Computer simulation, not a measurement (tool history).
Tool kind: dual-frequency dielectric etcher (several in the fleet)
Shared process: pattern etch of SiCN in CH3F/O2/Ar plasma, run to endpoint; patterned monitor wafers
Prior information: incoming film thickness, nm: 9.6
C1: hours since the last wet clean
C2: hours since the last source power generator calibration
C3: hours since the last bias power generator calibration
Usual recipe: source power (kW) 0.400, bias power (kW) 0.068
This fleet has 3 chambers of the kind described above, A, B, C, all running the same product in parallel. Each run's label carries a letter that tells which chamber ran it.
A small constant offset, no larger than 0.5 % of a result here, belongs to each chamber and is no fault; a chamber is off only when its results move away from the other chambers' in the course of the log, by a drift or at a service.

At hour 4.5: chamber B: source power generator calibrated.
Run 1C, hour 9.4: usual settings; C1 94.9; C2 530.7; C3 1767.1. Result: endpoint time (s) 26.022.
Run 2A, hour 20.5: usual settings; C1 289.6; C2 376.2; C3 4490.2. Result: endpoint time (s) 26.103.
Run 3B, hour 28.6: usual settings; C1 136.3; C2 24.2; C3 1264.4. Result: endpoint time (s) 26.171.
Run 4B, hour 40.0: usual settings; C1 147.7; C2 35.6; C3 1275.8. Result: endpoint time (s) 26.099.
Run 5C, hour 45.5: usual settings; C1 131.0; C2 566.8; C3 1803.2. Result: endpoint time (s) 25.989.
Run 6A, hour 51.2: usual settings; C1 320.3; C2 406.9; C3 4520.9. Result: endpoint time (s) 26.237.
Run 7B, hour 58.4: usual settings; C1 166.1; C2 54.0; C3 1294.2. Result: endpoint time (s) 26.138.
Run 8C, hour 64.1: usual settings; C1 149.6; C2 585.4; C3 1821.8. Result: endpoint time (s) 25.941.
Run 9A, hour 75.2: usual settings; C1 344.3; C2 430.9; C3 4544.9. Result: endpoint time (s) 26.116.
At hour 83.9: chamber C: bias power generator calibrated.
Run 10C, hour 85.2: usual settings; C1 170.7; C2 606.5; C3 1.4. Result: endpoint time (s) 25.941.
Run 11A, hour 93.7: usual settings but source power (kW) 0.450; C1 362.8; C2 449.4; C3 4563.4. Result: endpoint time (s) 25.001.
Run 12B, hour 99.9: usual settings but source power (kW) 0.450; C1 207.6; C2 95.5; C3 1335.7. Result: endpoint time (s) 25.003.
Run 13C, hour 106.8: usual settings but source power (kW) 0.450; C1 192.3; C2 628.1; C3 23.0. Result: endpoint time (s) 24.805.
Run 14A, hour 113.6: usual settings; C1 382.7; C2 469.3; C3 4583.3. Result: endpoint time (s) 26.102.
Run 15B, hour 123.9: usual settings; C1 231.6; C2 119.5; C3 1359.7. Result: endpoint time (s) 26.128.
Run 16A, hour 129.4: usual settings; C1 398.5; C2 485.1; C3 4599.1. Result: endpoint time (s) 26.097.
Run 17B, hour 135.8: usual settings; C1 243.5; C2 131.4; C3 1371.6. Result: endpoint time (s) 26.193.
Run 18C, hour 147.0: usual settings but source power (kW) 0.350, bias power (kW) 0.082; C1 232.5; C2 668.3; C3 63.2. Result: endpoint time (s) 25.645.
Run 19C, hour 152.5: usual settings but source power (kW) 0.350, bias power (kW) 0.082; C1 238.0; C2 673.8; C3 68.7. Result: endpoint time (s) 25.576.
Run 20A, hour 158.6: usual settings but source power (kW) 0.350, bias power (kW) 0.082; C1 427.7; C2 514.3; C3 4628.3. Result: endpoint time (s) 25.648.
Run 21B, hour 165.0: usual settings; C1 272.7; C2 160.6; C3 1400.8. Result: endpoint time (s) 26.082.
Run 22A, hour 174.1: usual settings; C1 443.2; C2 529.8; C3 4643.8. Result: endpoint time (s) 26.067.
Run 23C, hour 184.9: usual settings; C1 270.4; C2 706.2; C3 101.1. Result: endpoint time (s) 25.948.

All chambers now run identical settings, listed one chamber a line with results as question marks. What results will each chamber show?
Run 24A, hour 193.3: usual settings but source power (kW) 0.310. Result: endpoint time (s) ?.
Run 24B, hour 193.3: usual settings but source power (kW) 0.310. Result: endpoint time (s) ?.
Run 24C, hour 193.3: usual settings but source power (kW) 0.310. Result: endpoint time (s) ?.

run  endpoint time (s)
24A             28.989
24B             28.845
24C             28.593
